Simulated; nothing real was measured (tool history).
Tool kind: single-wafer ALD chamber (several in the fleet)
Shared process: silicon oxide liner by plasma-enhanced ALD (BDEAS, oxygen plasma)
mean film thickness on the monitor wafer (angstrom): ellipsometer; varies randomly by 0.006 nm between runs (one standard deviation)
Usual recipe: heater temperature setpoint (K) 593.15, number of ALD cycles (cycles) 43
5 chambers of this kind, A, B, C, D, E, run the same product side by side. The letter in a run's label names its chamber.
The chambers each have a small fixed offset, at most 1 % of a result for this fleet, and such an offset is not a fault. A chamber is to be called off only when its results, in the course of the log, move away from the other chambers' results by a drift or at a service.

run	hour	heater temperature setpoint (K)	number of ALD cycles (cycles)	hours since the last thermocouple change	read-back reference wafer on the same gauge, thickness_nm	mean film thickness on the monitor wafer (angstrom)
1D	7.5	593.15	43	1070.1	3.6909	38.873
2C	14.2	593.15	43	1366.3	3.6876	39.271
3A	19.2	593.15	43	210.9	3.6896	38.830
4B	27.6	593.15	43	1667.4	3.6868	39.021
5E	32.2	593.15	43	365.7	3.6879	38.767
# hour 39.5: chamber D: thermocouple changed; heater temperature recalibrated
6E	41.4	593.15	43	374.9	3.6851	38.735
7D	48.8	593.15	43	9.4	3.6873	38.801
8A	56.0	593.15	43	247.7	3.6856	38.831
9C	60.7	593.15	43	1412.8	3.6853	39.126
10B	69.3	579.15	37	1709.1	3.6836	34.364
11D	77.9	579.15	37	38.5	3.6831	33.955
12A	87.0	579.15	37	278.7	3.6842	34.123
13B	92.4	579.15	37	1732.2	3.6818	34.233
14C	100.3	579.15	37	1452.4	3.6817	34.360
15E	105.4	593.15	43	438.9	3.6814	38.750
16B	112.4	583.15	46	1752.2	3.6808	42.310
17A	118.3	583.15	46	310.0	3.6809	42.058
18E	124.9	583.15	46	458.4	3.6790	42.074
19D	129.3	583.15	46	89.9	3.6793	42.032
20C	134.5	583.15	46	1486.6	3.6792	42.473
21B	142.6	598.15	43	1782.4	3.6796	38.721
22C	149.1	598.15	43	1501.2	3.6784	38.795
23E	155.3	598.15	43	488.8	3.6777	38.346
24D	162.3	598.15	43	122.9	3.6776	38.373
# hour 166.6: chamber B: thermocouple changed; heater temperature recalibrated
25A	168.8	598.15	43	360.5	3.6772	38.454
26C	177.8	593.15	43	1529.9	3.6760	39.084
27B	182.4	593.15	43	15.9	3.6742	38.915
28E	189.2	593.15	43	522.7	3.6752	38.545
29D	197.8	593.15	43	158.4	3.6751	38.734
30A	205.5	593.15	43	397.2	3.6726	38.744
31A	212.6	593.15	43	404.3	3.6733	38.682
32B	218.9	593.15	43	52.4	3.6720	38.893
33E	225.1	593.15	43	558.6	3.6715	38.524
34C	232.7	593.15	43	1584.8	3.6711	38.954
35D	241.6	593.15	43	202.2	3.6693	38.520
36B	247.3	593.15	43	80.8	3.6696	38.843
37D	253.2	593.15	43	213.8	3.6690	38.615
38C	261.0	578.15	49	1613.1	3.6694	45.390
39A	266.0	578.15	49	457.7	3.6688	45.164
40E	270.9	578.15	49	604.4	3.6678	44.782
41C	275.5	578.15	49	1627.6	3.6685	45.358
42A	281.3	578.15	49	473.0	3.6689	45.182

Does one chamber stand apart from the rest, does the shared gauge drift, or is all well apart from small per-chamber offsets? Give the chamber and the most likely cause, where there is one.

Every chamber seems to shift together because the gauge that measures them all drifts; the chambers themselves are fine.
Most likely cause: gauge reads low (%) = 0.635.
